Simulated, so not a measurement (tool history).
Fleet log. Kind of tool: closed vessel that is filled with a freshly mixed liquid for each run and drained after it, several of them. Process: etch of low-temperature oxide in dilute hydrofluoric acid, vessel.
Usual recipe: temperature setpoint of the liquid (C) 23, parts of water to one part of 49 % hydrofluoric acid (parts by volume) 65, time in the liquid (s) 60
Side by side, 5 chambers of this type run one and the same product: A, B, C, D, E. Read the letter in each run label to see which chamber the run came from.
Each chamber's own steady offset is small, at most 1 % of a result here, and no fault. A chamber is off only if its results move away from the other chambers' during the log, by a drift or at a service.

run	day	temperature setpoint of the liquid (C)	parts of water to one part of 49 % hydrofluoric acid (parts by volume)	time in the liquid (s)	hours since the thermometer was replaced	hours since the hydrofluoric acid flow meter was replaced	read-back film thickness of the low-temperature oxide reference wafer, read on the same gauge (nm)	thickness taken off the low-temperature oxide on a monitor wafer (angstrom)
1C	0.388	23	65	60	1498.0	493.4	149.98	221.43
2B	0.712	23	65	60	254.3	2107.6	149.99	227.56
3A	1.150	23	65	60	1331.5	212.4	149.99	222.47
4D	1.404	23	65	60	162.7	155.6	149.99	227.09
5E	1.633	23	80	60	600.7	161.4	149.99	182.86
6C	1.946	23	80	60	1535.4	530.8	149.97	176.53
# day 2.050: chamber B: hydrofluoric acid flow meter replaced
7E	2.408	23	80	60	619.3	180.0	150.04	178.89
8B	2.671	23	80	60	301.3	14.9	150.00	180.10
9D	3.100	23	80	60	203.4	196.3	150.01	178.21
10A	3.492	23	65	60	1387.7	268.6	150.03	228.69
11D	3.892	23	65	30	222.4	215.3	150.02	113.00
12B	4.325	23	65	30	341.0	54.6	149.97	113.23
13C	4.725	23	65	30	1602.1	597.5	149.99	113.40
14E	5.029	23	65	30	682.2	242.9	150.00	114.27
15A	5.312	23	65	30	1431.4	312.3	149.98	111.87
16E	5.529	23	65	60	694.2	254.9	150.03	225.04
17C	5.958	23	65	60	1631.7	627.1	149.99	222.73
18D	6.242	23	65	60	278.8	271.7	150.02	226.47
19B	6.675	23	65	60	397.4	111.0	149.99	226.11
20A	7.121	23	65	60	1474.8	355.7	150.02	224.70
21E	7.467	23	65	60	740.7	301.4	150.01	223.06
22A	7.917	23	65	60	1493.9	374.8	150.04	223.64
23B	8.167	25	90	60	433.2	146.8	149.97	174.72
# day 8.404: chamber E: thermometer replaced
24D	8.421	25	90	60	331.1	324.0	150.00	171.47
25C	8.679	25	90	60	1697.0	692.4	150.04	169.91
26C	9.088	25	90	60	1706.8	702.2	150.01	170.52
27B	9.421	25	90	60	463.3	176.9	150.01	170.85
28A	9.708	23	65	60	1536.9	417.8	150.01	225.55
29D	10.167	23	65	60	373.0	365.9	150.04	226.32
30E	10.546	23	65	60	51.5	375.3	150.01	225.16
31D	10.967	23	65	60	392.2	385.1	149.96	222.12

Does one chamber stand apart from the rest, does the shared gauge drift, or is all well apart from small per-chamber offsets? Give the chamber and the most likely cause, where there is one.

All chambers stay in line apart from their small fixed offsets, and the gauge does not drift.
